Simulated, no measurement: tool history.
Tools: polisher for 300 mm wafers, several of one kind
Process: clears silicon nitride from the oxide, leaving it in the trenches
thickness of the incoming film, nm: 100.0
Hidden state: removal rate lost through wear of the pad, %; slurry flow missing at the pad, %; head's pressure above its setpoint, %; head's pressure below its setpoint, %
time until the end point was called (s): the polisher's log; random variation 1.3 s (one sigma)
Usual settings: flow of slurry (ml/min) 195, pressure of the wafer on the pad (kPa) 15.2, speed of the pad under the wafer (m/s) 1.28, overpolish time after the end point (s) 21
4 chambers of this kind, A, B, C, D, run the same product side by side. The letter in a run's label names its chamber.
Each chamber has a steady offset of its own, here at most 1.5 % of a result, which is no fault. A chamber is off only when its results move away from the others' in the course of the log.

run,hour,flow of slurry (ml/min),pressure of the wafer on the pad (kPa),speed of the pad under the wafer (m/s),overpolish time after the end point (s),wafers polished on this pad,hours since the slurry nozzle was cleaned,hours since the head pressure was calibrated,time until the end point was called (s)
1C,2.7,195,15.2,1.28,21,632,287.6,392.7,101.980
2D,6.6,195,15.2,1.28,21,137,129.3,1141.7,101.580
3B,9.1,195,15.2,1.28,21,516,206.1,370.8,101.810
4A,12.3,195,15.2,1.28,21,550,636.8,373.9,102.120
5B,14.5,195,15.2,1.28,21,555,211.5,376.2,100.640
6D,16.6,195,15.2,1.28,21,209,139.3,1151.7,103.640
7C,20.4,195,15.2,1.28,21,759,305.3,410.4,103.780
8A,24.2,135,15.2,1.28,31,635,648.7,385.8,108.320
# hour 27.1: chamber C: worn pad replaced by a new one
9D,28.3,135,15.2,1.28,31,293,151.0,1163.4,107.970
10A,32.6,135,15.2,1.28,31,695,657.1,394.2,109.500
11C,37.1,135,15.2,1.28,31,71,322.0,427.1,110.520
12B,39.4,195,15.2,1.28,21,734,236.4,401.1,102.550
13B,42.3,195,15.2,1.28,21,755,239.3,404.0,103.650
14D,46.5,195,15.2,1.28,21,424,169.2,1181.6,101.710
15A,50.2,195,12.4,1.28,21,822,674.7,411.8,124.080
16C,53.3,195,12.4,1.28,21,188,338.2,443.3,129.760
17D,56.0,195,12.4,1.28,21,492,178.7,1191.1,124.470
18C,59.2,195,12.4,1.28,21,230,344.1,449.2,127.410
19B,61.2,225,15.2,1.70,21,891,258.2,422.9,76.844
20A,63.8,225,15.2,1.70,21,919,688.3,425.4,77.581
21A,67.4,225,15.2,1.70,21,945,691.9,429.0,78.542
# hour 69.5: chamber A: slurry nozzle cleaned
22B,70.9,225,15.2,1.70,21,960,267.9,432.6,74.061
23C,74.2,195,15.2,1.28,21,338,359.1,464.2,102.640
24D,77.2,195,17.2,1.28,15,644,199.9,1212.3,91.824
25D,79.3,195,17.2,1.28,15,659,202.0,1214.4,90.856
26C,82.4,195,17.2,1.28,15,397,367.3,472.4,91.967
27B,84.5,195,17.2,1.28,15,1058,281.5,446.2,89.950
28A,88.2,195,15.2,1.28,21,1094,18.8,449.8,109.840
29C,92.3,195,15.2,1.28,21,468,377.2,482.3,104.410
30A,95.0,195,15.2,1.28,29,1143,25.6,456.6,107.060
31D,97.2,195,15.2,1.28,29,788,219.9,1232.3,100.990
32B,101.2,195,15.2,1.28,29,1178,298.2,462.9,103.380
33A,105.4,195,15.2,1.28,29,1218,36.0,467.0,108.440
# hour 106.9: chamber D: head pressure recalibrated
34C,109.2,195,15.2,1.28,21,589,394.1,499.2,102.760
# hour 109.6: chamber D: worn pad replaced by a new one
35B,113.6,195,15.2,1.28,21,1267,310.6,475.3,103.650
# hour 116.9: chamber B: worn pad replaced by a new one
36D,117.3,195,15.2,1.28,10,55,240.0,10.4,103.540
37B,121.7,195,15.2,1.28,10,34,318.7,483.4,101.300
# hour 124.5: chamber C: head pressure recalibrated
38C,125.2,195,15.2,1.28,10,704,410.1,0.8,102.790
39A,128.6,195,15.2,1.28,10,1385,59.2,490.2,113.700
40D,132.0,195,15.2,1.28,21,161,254.7,25.1,101.640
41C,135.5,195,15.2,1.28,21,778,420.4,11.1,103.170
42D,137.6,195,15.2,1.28,21,201,260.3,30.7,101.950
43B,141.2,195,15.2,1.28,21,174,338.2,502.9,103.850

Is one chamber off against the others, does the gauge drift, or is nothing wrong? If a chamber is off, say which, and what the likeliest cause is.

Chamber A drifts away from the others.
Cause: removal rate lost through wear of the pad, % = 11.5.
The log may not tell that from: head's pressure below its setpoint, %.

Here are 4 candidates for chamber A's next run, each the usual settings with a change, their results left as question marks. Which one brings its results back in line with what the others give on the usual settings?
In line means no further than this from the other chambers' mean on the usual settings: time until the end point was called (s) 4.500
44A-1,144.4,195,15.9,1.34,21,,,,?
44A-2,144.4,195,13.8,1.28,21,,,,?
44A-3,144.4,200,17.2,1.40,21,,,,?
44A-4,144.4,195,15.2,1.02,21,,,,?

The other chambers' mean on the usual settings: time until the end point was called (s) 103.180
run,time until the end point was called (s)
44A-1,104.370
44A-2,125.540
44A-3,91.664
44A-4,142.720
44A-1 brings the chamber back in line.
